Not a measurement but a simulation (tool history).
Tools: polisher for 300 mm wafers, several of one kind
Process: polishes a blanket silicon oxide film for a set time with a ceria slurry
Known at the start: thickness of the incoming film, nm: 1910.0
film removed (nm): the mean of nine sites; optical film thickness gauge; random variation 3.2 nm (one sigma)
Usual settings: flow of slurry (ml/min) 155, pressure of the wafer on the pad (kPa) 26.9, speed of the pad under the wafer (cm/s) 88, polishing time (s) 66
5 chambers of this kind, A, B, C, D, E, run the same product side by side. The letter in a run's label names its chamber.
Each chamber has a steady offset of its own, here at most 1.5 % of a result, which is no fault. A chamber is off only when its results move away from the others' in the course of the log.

run   hour  flow of slurry (ml/min)  pressure of the wafer on the pad (kPa)  speed of the pad under the wafer (cm/s)  polishing time (s)  film removed (nm)
 1C      5                      155                                    26.9                                       88                  66             330.71
 2A   12.5                      155                                    26.9                                       88                  66              338.1
      14.1  -- chamber D: worn pad replaced by a new one
      16.7  -- chamber A: worn pad replaced by a new one
 3D   17.6                      155                                    26.9                                       88                  66             328.61
      19.1  -- chamber C: worn pad replaced by a new one
 4B   23.5                      155                                    26.9                                       88                  66             337.77
 5E   31.2                      155                                    22.8                                       78                  66             251.34
 6D   40.2                      155                                    22.8                                       78                  66             249.08
 7A   45.4                      155                                    22.8                                       78                  66             256.97
      51.9  -- chamber A: worn pad replaced by a new one
 8C   52.4                      155                                    22.8                                       78                  66             243.33
 9E   58.9                      155                                    22.8                                       78                  66             250.99
      60.7  -- chamber E: worn pad replaced by a new one
10B   64.6                      155                                    26.9                                       88                  66             329.33
      67.3  -- chamber B: worn pad replaced by a new one
11D     69                      155                                    26.9                                       88                  66             330.79
      76.1  -- chamber E: slurry nozzle cleaned
12A   76.8                      155                                    26.9                                       88                  66             339.43
13E   81.8                      155                                    26.9                                       88                  66             330.67
      81.9  -- chamber C: worn pad replaced by a new one
      85.8  -- chamber A: worn pad replaced by a new one
      86.3  -- chamber D: worn pad replaced by a new one
14C   87.3                      155                                    26.9                                       88                  66             330.06
15B   92.4                      155                                    26.9                                       70                  82             330.44
16C   96.4                      155                                    26.9                                       70                  82             332.44
17D  104.1                      155                                    26.9                                       70                  82             338.62
     105.2  -- chamber B: head pressure recalibrated
18B  109.5                      155                                    26.9                                       70                  82             291.96
19A  116.1                      155                                    26.9                                       70                  82             337.83
20E  120.5                      155                                    26.9                                       88                  66             331.85
     127.1  -- chamber A: worn pad replaced by a new one
21E  128.3                      155                                    26.9                                       88                  66             333.71
       131  -- chamber B: worn pad replaced by a new one
22D  132.3                      155                                    26.9                                       88                  66             338.29
23C  136.3                      155                                    26.9                                       88                  66             331.54
24B  144.8                      155                                    26.9                                       88                  66             295.89
     147.5  -- chamber C: worn pad replaced by a new one
25A  150.3                      155                                    26.9                                       88                  66             338.09
26B    155                      155                                    26.9                                       88                  66             296.45
     155.8  -- chamber E: worn pad replaced by a new one
27E  159.5                      210                                    26.9                                       88                  66             349.11
28A  165.2                      210                                    26.9                                       88                  66             351.88
     165.5  -- chamber D: worn pad replaced by a new one
29C  172.3                      210                                    26.9                                       88                  66             342.14
30D  177.1                      210                                    26.9                                       88                  66             356.93
31D  185.7                      210                                    26.9                                       88                  66             346.52
32B  191.9                      155                                    26.9                                       98                  66             326.87
33E    199                      155                                    26.9                                       98                  66             378.46

Is one chamber off against the others, does the gauge drift, or is nothing wrong? If a chamber is off, say which, and what the likeliest cause is.

A service left chamber B off against the others.
Cause: head's pressure below its setpoint, % = 10.7.

Here are 4 candidates for chamber B's next run, each the usual settings with a change, their results left as question marks. Which one brings its results back in line with what the others give on the usual settings?
In line means no further than this from the other chambers' mean on the usual settings: film removed (nm) 11
34B-1  205.5                      155                                    24.8                                       82                  62                  ?
34B-2  205.5                      155                                    26.9                                       78                  66                  ?
34B-3  205.5                      160                                    33.1                                       88                  66                  ?
34B-4  205.5                      155                                    30.3                                       88                  66                  ?

The other chambers' mean on the usual settings: film removed (nm) 334.87
  run  film removed (nm)
34B-1             238.57
34B-2             261.42
34B-3             364.69
34B-4             332.77
34B-4 brings the chamber back in line.
